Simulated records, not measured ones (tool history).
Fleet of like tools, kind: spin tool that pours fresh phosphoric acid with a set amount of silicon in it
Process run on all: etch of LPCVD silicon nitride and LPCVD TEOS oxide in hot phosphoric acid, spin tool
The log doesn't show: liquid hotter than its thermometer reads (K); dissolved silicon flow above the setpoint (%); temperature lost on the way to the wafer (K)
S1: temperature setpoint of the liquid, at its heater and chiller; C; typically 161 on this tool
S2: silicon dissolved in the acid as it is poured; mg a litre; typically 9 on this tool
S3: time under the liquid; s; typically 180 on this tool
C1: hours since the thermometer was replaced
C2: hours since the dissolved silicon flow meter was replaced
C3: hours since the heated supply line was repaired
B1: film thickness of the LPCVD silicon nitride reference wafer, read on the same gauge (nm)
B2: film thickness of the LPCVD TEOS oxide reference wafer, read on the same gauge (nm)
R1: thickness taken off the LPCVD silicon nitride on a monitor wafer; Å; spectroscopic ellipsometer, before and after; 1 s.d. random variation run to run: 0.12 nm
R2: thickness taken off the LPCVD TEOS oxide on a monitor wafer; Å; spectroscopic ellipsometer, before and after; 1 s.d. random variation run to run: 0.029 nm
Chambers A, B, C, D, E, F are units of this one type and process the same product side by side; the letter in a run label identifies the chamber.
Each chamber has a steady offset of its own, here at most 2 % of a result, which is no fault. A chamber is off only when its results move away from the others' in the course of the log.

{"run": "1F", "hour": 14.9, "S1": 161, "S2": 9, "S3": 180, "C1": 1599.3, "C2": 425.5, "C3": 270.4, "B1": 129.99, "B2": 120, "R1": 142.51, "R2": 10.806}
{"run": "2E", "hour": 24.6, "S1": 161, "S2": 9, "S3": 180, "C1": 648.4, "C2": 404.2, "C3": 607.7, "B1": 129.98, "B2": 120.01, "R1": 140.97, "R2": 10.767}
{"run": "3A", "hour": 38.3, "S1": 161, "S2": 9, "S3": 180, "C1": 1607.1, "C2": 358.5, "C3": 1465.6, "B1": 129.99, "B2": 120, "R1": 142.3, "R2": 10.791}
{"run": "4B", "hour": 47.5, "S1": 161, "S2": 9, "S3": 180, "C1": 1059.5, "C2": 70.8, "C3": 971.9, "B1": 130.01, "B2": 119.99, "R1": 141.08, "R2": 10.759}
{"run": "5D", "hour": 54.9, "S1": 161, "S2": 9, "S3": 180, "C1": 492.2, "C2": 679.8, "C3": 1075, "B1": 130.01, "B2": 120.01, "R1": 141.58, "R2": 10.977}
{"run": "6C", "hour": 65.2, "S1": 161, "S2": 9, "S3": 180, "C1": 1162.3, "C2": 1164.5, "C3": 2190.2, "B1": 130, "B2": 119.99, "R1": 141.8, "R2": 10.258}
{"run": "7D", "hour": 73.4, "S1": 161, "S2": 9, "S3": 180, "C1": 510.7, "C2": 698.3, "C3": 1093.5, "B1": 129.99, "B2": 120.02, "R1": 142.32, "R2": 10.613}
{"run": "8C", "hour": 81.4, "S1": 161, "S2": 9, "S3": 180, "C1": 1178.5, "C2": 1180.7, "C3": 2206.4, "B1": 129.98, "B2": 119.97, "R1": 143.28, "R2": 10.984}
{"run": "9F", "hour": 89.0, "S1": 161, "S2": 9, "S3": 180, "C1": 1673.4, "C2": 499.6, "C3": 344.5, "B1": 129.99, "B2": 120, "R1": 141.88, "R2": 10.99}
{"run": "10B", "hour": 104.1, "S1": 161, "S2": 9, "S3": 180, "C1": 1116.1, "C2": 127.4, "C3": 1028.5, "B1": 129.99, "B2": 120, "R1": 139.11, "R2": 10.24}
{"run": "11E", "hour": 111.5, "S1": 161, "S2": 9, "S3": 180, "C1": 735.3, "C2": 491.1, "C3": 694.6, "B1": 129.99, "B2": 120.02, "R1": 141.14, "R2": 11.243}
{"hour": 115.2, "done": "chamber A: dissolved silicon flow meter replaced"}
{"hour": 121.6, "done": "chamber F: dissolved silicon flow meter replaced"}
{"run": "12A", "hour": 123.1, "S1": 161, "S2": 9, "S3": 180, "C1": 1691.9, "C2": 7.9, "C3": 1550.4, "B1": 129.99, "B2": 119.98, "R1": 142.87, "R2": 10.187}
{"run": "13C", "hour": 136.4, "S1": 161, "S2": 9, "S3": 180, "C1": 1233.5, "C2": 1235.7, "C3": 2261.4, "B1": 129.99, "B2": 119.96, "R1": 143.65, "R2": 10.556}
{"hour": 137.8, "done": "chamber B: thermometer replaced"}
{"run": "14F", "hour": 143.3, "S1": 161, "S2": 9, "S3": 180, "C1": 1727.7, "C2": 21.8, "C3": 398.8, "B1": 130, "B2": 120, "R1": 144.21, "R2": 10.524}
{"run": "15A", "hour": 151.4, "S1": 161, "S2": 9, "S3": 180, "C1": 1720.2, "C2": 36.2, "C3": 1578.7, "B1": 129.99, "B2": 120, "R1": 142.48, "R2": 10.439}
{"run": "16B", "hour": 165.0, "S1": 164, "S2": 9, "S3": 180, "C1": 27.2, "C2": 188.3, "C3": 1089.4, "B1": 129.98, "B2": 120, "R1": 152.81, "R2": 13.099}
{"hour": 170.4, "done": "chamber D: dissolved silicon flow meter replaced"}
{"run": "17E", "hour": 175.3, "S1": 164, "S2": 9, "S3": 180, "C1": 799.1, "C2": 554.9, "C3": 758.4, "B1": 130.01, "B2": 119.98, "R1": 154.75, "R2": 13.421}
{"run": "18D", "hour": 189.1, "S1": 164, "S2": 9, "S3": 180, "C1": 626.4, "C2": 18.7, "C3": 1209.2, "B1": 130, "B2": 120.01, "R1": 156.1, "R2": 13.016}
{"hour": 198.3, "done": "chamber A: heated supply line repaired"}
{"run": "19A", "hour": 203.1, "S1": 164, "S2": 9, "S3": 180, "C1": 1771.9, "C2": 87.9, "C3": 4.8, "B1": 130.02, "B2": 120, "R1": 156.49, "R2": 13.747}
{"run": "20D", "hour": 215.1, "S1": 164, "S2": 9, "S3": 180, "C1": 652.4, "C2": 44.7, "C3": 1235.2, "B1": 129.98, "B2": 119.96, "R1": 158.86, "R2": 13}
{"run": "21B", "hour": 225.2, "S1": 164, "S2": 9, "S3": 180, "C1": 87.4, "C2": 248.5, "C3": 1149.6, "B1": 130, "B2": 120.04, "R1": 156, "R2": 13.064}
{"run": "22F", "hour": 235.6, "S1": 161, "S2": 9, "S3": 180, "C1": 1820, "C2": 114.1, "C3": 491.1, "B1": 129.98, "B2": 120, "R1": 149.25, "R2": 11.491}
{"run": "23E", "hour": 245.0, "S1": 161, "S2": 9, "S3": 180, "C1": 868.8, "C2": 624.6, "C3": 828.1, "B1": 130, "B2": 120.01, "R1": 140.43, "R2": 11.173}
{"run": "24C", "hour": 255.4, "S1": 161, "S2": 9, "S3": 180, "C1": 1352.5, "C2": 1354.7, "C3": 2380.4, "B1": 129.97, "B2": 120, "R1": 141.46, "R2": 10.538}
{"run": "25F", "hour": 262.0, "S1": 161, "S2": 9, "S3": 180, "C1": 1846.4, "C2": 140.5, "C3": 517.5, "B1": 130.02, "B2": 120.02, "R1": 148.92, "R2": 12.619}
{"run": "26A", "hour": 270.4, "S1": 161, "S2": 9, "S3": 180, "C1": 1839.2, "C2": 155.2, "C3": 72.1, "B1": 129.98, "B2": 120, "R1": 141.55, "R2": 11.265}
{"run": "27C", "hour": 282.5, "S1": 161, "S2": 9, "S3": 180, "C1": 1379.6, "C2": 1381.8, "C3": 2407.5, "B1": 130, "B2": 120.01, "R1": 140.1, "R2": 10.32}
{"run": "28B", "hour": 291.5, "S1": 161, "S2": 9, "S3": 180, "C1": 153.7, "C2": 314.8, "C3": 1215.9, "B1": 130.02, "B2": 119.98, "R1": 141.06, "R2": 10.554}
{"run": "29D", "hour": 300.2, "S1": 162.5, "S2": 9, "S3": 180, "C1": 737.5, "C2": 129.8, "C3": 1320.3, "B1": 130, "B2": 120.02, "R1": 148.95, "R2": 11.816}
{"run": "30E", "hour": 314.8, "S1": 162.5, "S2": 9, "S3": 180, "C1": 938.6, "C2": 694.4, "C3": 897.9, "B1": 130.03, "B2": 119.99, "R1": 147.48, "R2": 12.334}
{"run": "31F", "hour": 326.7, "S1": 162.5, "S2": 9, "S3": 180, "C1": 1911.1, "C2": 205.2, "C3": 582.2, "B1": 130.04, "B2": 120, "R1": 159.52, "R2": 14.564}
{"run": "32A", "hour": 341.5, "S1": 162.5, "S2": 9, "S3": 180, "C1": 1910.3, "C2": 226.3, "C3": 143.2, "B1": 130.01, "B2": 120, "R1": 148.08, "R2": 11.933}
{"run": "33E", "hour": 353.4, "S1": 162.5, "S2": 9, "S3": 180, "C1": 977.2, "C2": 733, "C3": 936.5, "B1": 130, "B2": 120, "R1": 147.99, "R2": 12.16}
{"run": "34C", "hour": 364.0, "S1": 162.5, "S2": 9, "S3": 180, "C1": 1461.1, "C2": 1463.3, "C3": 2489, "B1": 130.01, "B2": 120.01, "R1": 149.75, "R2": 11.811}
{"run": "35B", "hour": 370.7, "S1": 161, "S2": 9, "S3": 180, "C1": 232.9, "C2": 394, "C3": 1295.1, "B1": 130.03, "B2": 119.98, "R1": 138.83, "R2": 10.502}
{"run": "36D", "hour": 383.5, "S1": 161, "S2": 9, "S3": 180, "C1": 820.8, "C2": 213.1, "C3": 1403.6, "B1": 130, "B2": 120.01, "R1": 143.56, "R2": 11.022}
{"run": "37D", "hour": 398.6, "S1": 161, "S2": 9, "S3": 180, "C1": 835.9, "C2": 228.2, "C3": 1418.7, "B1": 129.99, "B2": 120, "R1": 142.12, "R2": 10.593}

Each of the 6 chambers runs these same settings next. Fill in every chamber's results:
{"run": "38A", "hour": 409.4, "S1": 161, "S2": 9, "S3": 265, "R1": "?", "R2": "?"}
{"run": "38B", "hour": 409.4, "S1": 161, "S2": 9, "S3": 265, "R1": "?", "R2": "?"}
{"run": "38C", "hour": 409.4, "S1": 161, "S2": 9, "S3": 265, "R1": "?", "R2": "?"}
{"run": "38D", "hour": 409.4, "S1": 161, "S2": 9, "S3": 265, "R1": "?", "R2": "?"}
{"run": "38E", "hour": 409.4, "S1": 161, "S2": 9, "S3": 265, "R1": "?", "R2": "?"}
{"run": "38F", "hour": 409.4, "S1": 161, "S2": 9, "S3": 265, "R1": "?", "R2": "?"}

run=38A R1=207.27 R2=16.4
run=38B R1=209.36 R2=15.463
run=38C R1=211.67 R2=15.684
run=38D R1=207.7 R2=15.995
run=38E R1=209.73 R2=16.453
run=38F R1=226.69 R2=19.324

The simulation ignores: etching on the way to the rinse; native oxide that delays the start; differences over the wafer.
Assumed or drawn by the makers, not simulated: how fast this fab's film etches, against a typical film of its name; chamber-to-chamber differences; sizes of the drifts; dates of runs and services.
